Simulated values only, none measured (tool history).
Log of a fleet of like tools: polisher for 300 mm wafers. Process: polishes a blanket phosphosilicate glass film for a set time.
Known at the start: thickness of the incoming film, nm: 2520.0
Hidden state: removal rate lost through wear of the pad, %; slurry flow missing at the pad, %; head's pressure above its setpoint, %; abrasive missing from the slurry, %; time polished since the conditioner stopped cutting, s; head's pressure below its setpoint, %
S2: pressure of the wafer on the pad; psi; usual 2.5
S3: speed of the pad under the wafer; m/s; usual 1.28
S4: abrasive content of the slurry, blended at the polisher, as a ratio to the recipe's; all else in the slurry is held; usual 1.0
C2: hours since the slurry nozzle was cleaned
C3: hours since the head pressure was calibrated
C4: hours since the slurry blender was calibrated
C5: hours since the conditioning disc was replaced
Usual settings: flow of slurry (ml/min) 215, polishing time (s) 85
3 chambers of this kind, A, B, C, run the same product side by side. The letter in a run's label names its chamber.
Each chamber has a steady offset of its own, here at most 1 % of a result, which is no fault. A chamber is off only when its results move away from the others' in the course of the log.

{"run": "1A", "hour": 6.3, "flow of slurry (ml/min)": 215, "S2": 2.5, "S3": 1.28, "S4": 1.0, "polishing time (s)": 85, "wafers polished on this pad": 231, "C2": 613.0, "C3": 228.6, "C4": 205.3, "C5": 548.7, "film removed (nm)": 790.41}
{"hour": 6.5, "done": "chamber B: worn pad replaced by a new one"}
{"run": "2B", "hour": 16.9, "flow of slurry (ml/min)": 215, "S2": 2.5, "S3": 1.28, "S4": 1.0, "polishing time (s)": 85, "wafers polished on this pad": 130, "C2": 199.8, "C3": 370.2, "C4": 60.6, "C5": 131.2, "film removed (nm)": 785.33}
{"hour": 19.0, "done": "chamber A: slurry blender recalibrated"}
{"run": "3C", "hour": 23.8, "flow of slurry (ml/min)": 215, "S2": 2.5, "S3": 1.28, "S4": 1.0, "polishing time (s)": 85, "wafers polished on this pad": 1479, "C2": 427.5, "C3": 843.4, "C4": 101.9, "C5": 464.9, "film removed (nm)": 781.15}
{"hour": 26.6, "done": "chamber A: worn pad replaced by a new one"}
{"hour": 28.2, "done": "chamber C: worn pad replaced by a new one"}
{"run": "4C", "hour": 34.5, "flow of slurry (ml/min)": 215, "S2": 2.5, "S3": 1.28, "S4": 1.0, "polishing time (s)": 85, "wafers polished on this pad": 79, "C2": 438.2, "C3": 854.1, "C4": 112.6, "C5": 475.6, "film removed (nm)": 778.37}
{"run": "5A", "hour": 43.8, "flow of slurry (ml/min)": 215, "S2": 2.5, "S3": 1.28, "S4": 1.0, "polishing time (s)": 85, "wafers polished on this pad": 215, "C2": 650.5, "C3": 266.1, "C4": 24.9, "C5": 586.2, "film removed (nm)": 786.92}
{"run": "6B", "hour": 53.2, "flow of slurry (ml/min)": 215, "S2": 2.5, "S3": 0.94, "S4": 1.0, "polishing time (s)": 85, "wafers polished on this pad": 584, "C2": 236.1, "C3": 406.5, "C4": 96.9, "C5": 167.5, "film removed (nm)": 615.36}
{"hour": 62.7, "done": "chamber B: slurry nozzle cleaned"}
{"hour": 64.5, "done": "chamber B: worn pad replaced by a new one"}
{"run": "7B", "hour": 64.5, "flow of slurry (ml/min)": 215, "S2": 2.5, "S3": 0.94, "S4": 1.0, "polishing time (s)": 85, "wafers polished on this pad": 0, "C2": 1.8, "C3": 417.8, "C4": 108.2, "C5": 178.8, "film removed (nm)": 617.77}
{"hour": 65.5, "done": "chamber C: head pressure recalibrated"}
{"hour": 67.1, "done": "chamber C: conditioning disc replaced and pad reconditioned"}
{"hour": 68.6, "done": "chamber A: worn pad replaced by a new one"}
{"run": "8C", "hour": 73.6, "flow of slurry (ml/min)": 215, "S2": 2.5, "S3": 0.94, "S4": 1.0, "polishing time (s)": 85, "wafers polished on this pad": 567, "C2": 477.3, "C3": 8.1, "C4": 151.7, "C5": 6.5, "film removed (nm)": 563.79}
{"hour": 75.2, "done": "chamber B: conditioning disc replaced and pad reconditioned"}
{"hour": 76.2, "done": "chamber C: slurry blender recalibrated"}
{"hour": 76.3, "done": "chamber A: conditioning disc replaced and pad reconditioned"}
{"run": "9A", "hour": 79.2, "flow of slurry (ml/min)": 215, "S2": 2.5, "S3": 1.28, "S4": 1.0, "polishing time (s)": 85, "wafers polished on this pad": 132, "C2": 685.9, "C3": 301.5, "C4": 60.3, "C5": 2.9, "film removed (nm)": 771.56}
{"run": "10B", "hour": 88.2, "flow of slurry (ml/min)": 215, "S2": 2.5, "S3": 1.28, "S4": 1.0, "polishing time (s)": 85, "wafers polished on this pad": 296, "C2": 25.5, "C3": 441.5, "C4": 131.9, "C5": 13.0, "film removed (nm)": 794.72}
{"run": "11C", "hour": 96.1, "flow of slurry (ml/min)": 215, "S2": 2.5, "S3": 1.28, "S4": 1.0, "polishing time (s)": 85, "wafers polished on this pad": 848, "C2": 499.8, "C3": 30.6, "C4": 19.9, "C5": 29.0, "film removed (nm)": 727.38}
{"run": "12A", "hour": 103.7, "flow of slurry (ml/min)": 215, "S2": 2.5, "S3": 1.28, "S4": 1.0, "polishing time (s)": 85, "wafers polished on this pad": 439, "C2": 710.4, "C3": 326.0, "C4": 84.8, "C5": 27.4, "film removed (nm)": 800.62}
{"hour": 104.8, "done": "chamber B: slurry blender recalibrated"}
{"run": "13B", "hour": 109.6, "flow of slurry (ml/min)": 215, "S2": 2.5, "S3": 1.28, "S4": 1.1, "polishing time (s)": 85, "wafers polished on this pad": 564, "C2": 46.9, "C3": 462.9, "C4": 4.9, "C5": 34.4, "film removed (nm)": 827.56}
{"hour": 111.1, "done": "chamber A: worn pad replaced by a new one"}
{"run": "14C", "hour": 117.5, "flow of slurry (ml/min)": 215, "S2": 2.5, "S3": 1.28, "S4": 1.1, "polishing time (s)": 85, "wafers polished on this pad": 1116, "C2": 521.2, "C3": 52.0, "C4": 41.3, "C5": 50.4, "film removed (nm)": 752.64}
{"hour": 119.2, "done": "chamber B: worn pad replaced by a new one"}
{"run": "15A", "hour": 125.2, "flow of slurry (ml/min)": 215, "S2": 2.5, "S3": 1.28, "S4": 1.1, "polishing time (s)": 85, "wafers polished on this pad": 176, "C2": 731.9, "C3": 347.5, "C4": 106.3, "C5": 48.9, "film removed (nm)": 826.12}
{"hour": 131.1, "done": "chamber C: worn pad replaced by a new one"}
{"run": "16A", "hour": 132.9, "flow of slurry (ml/min)": 215, "S2": 2.5, "S3": 1.28, "S4": 1.0, "polishing time (s)": 85, "wafers polished on this pad": 272, "C2": 739.6, "C3": 355.2, "C4": 114.0, "C5": 56.6, "film removed (nm)": 791.39}
{"run": "17B", "hour": 139.4, "flow of slurry (ml/min)": 215, "S2": 2.5, "S3": 1.28, "S4": 1.0, "polishing time (s)": 85, "wafers polished on this pad": 252, "C2": 76.7, "C3": 492.7, "C4": 34.7, "C5": 64.2, "film removed (nm)": 788.36}
{"run": "18C", "hour": 148.6, "flow of slurry (ml/min)": 215, "S2": 2.5, "S3": 1.28, "S4": 1.0, "polishing time (s)": 85, "wafers polished on this pad": 218, "C2": 552.3, "C3": 83.1, "C4": 72.4, "C5": 81.5, "film removed (nm)": 742.65}
{"run": "19B", "hour": 156.5, "flow of slurry (ml/min)": 215, "S2": 3.2, "S3": 1.28, "S4": 1.0, "polishing time (s)": 57, "wafers polished on this pad": 466, "C2": 93.8, "C3": 509.8, "C4": 51.8, "C5": 81.3, "film removed (nm)": 679.98}
{"hour": 158.6, "done": "chamber A: worn pad replaced by a new one"}
{"run": "20A", "hour": 162.8, "flow of slurry (ml/min)": 215, "S2": 3.2, "S3": 1.28, "S4": 1.0, "polishing time (s)": 57, "wafers polished on this pad": 52, "C2": 769.5, "C3": 385.1, "C4": 143.9, "C5": 86.5, "film removed (nm)": 681.58}
{"run": "21C", "hour": 170.9, "flow of slurry (ml/min)": 215, "S2": 3.2, "S3": 1.28, "S4": 1.0, "polishing time (s)": 57, "wafers polished on this pad": 497, "C2": 574.6, "C3": 105.4, "C4": 94.7, "C5": 103.8, "film removed (nm)": 633.97}
{"run": "22A", "hour": 178.4, "flow of slurry (ml/min)": 215, "S2": 2.5, "S3": 1.28, "S4": 1.0, "polishing time (s)": 85, "wafers polished on this pad": 247, "C2": 785.1, "C3": 400.7, "C4": 159.5, "C5": 102.1, "film removed (nm)": 788.8}

Is one chamber off against the others, does the gauge drift, or is nothing wrong? If a chamber is off, say which, and what the likeliest cause is.

A service left chamber C off against the others.
Cause: head's pressure below its setpoint, % = 6.47.

Here are 4 candidates for chamber C's next run, each the usual settings with a change, their results left as question marks. Which one brings its results back in line with what the others give on the usual settings?
In line means no further than this from the other chambers' mean on the usual settings: film removed (nm) 28.00
{"run": "23C-1", "hour": 186.5, "flow of slurry (ml/min)": 215, "S2": 2.5, "S3": 1.5, "S4": 1.05, "polishing time (s)": 85, "film removed (nm)": "?"}
{"run": "23C-2", "hour": 186.5, "flow of slurry (ml/min)": 215, "S2": 2.4, "S3": 1.22, "S4": 1.0, "polishing time (s)": 80, "film removed (nm)": "?"}
{"run": "23C-3", "hour": 186.5, "flow of slurry (ml/min)": 215, "S2": 2.4, "S3": 1.28, "S4": 1.0, "polishing time (s)": 82, "film removed (nm)": "?"}
{"run": "23C-4", "hour": 186.5, "flow of slurry (ml/min)": 215, "S2": 2.7, "S3": 1.28, "S4": 1.0, "polishing time (s)": 85, "film removed (nm)": "?"}

The other chambers' mean on the usual settings: film removed (nm) 784.97
run=23C-1 film_removed_(nm)=847.60
run=23C-2 film_removed_(nm)=635.31
run=23C-3 film_removed_(nm)=676.59
run=23C-4 film_removed_(nm)=789.34
23C-4 brings the chamber back in line.
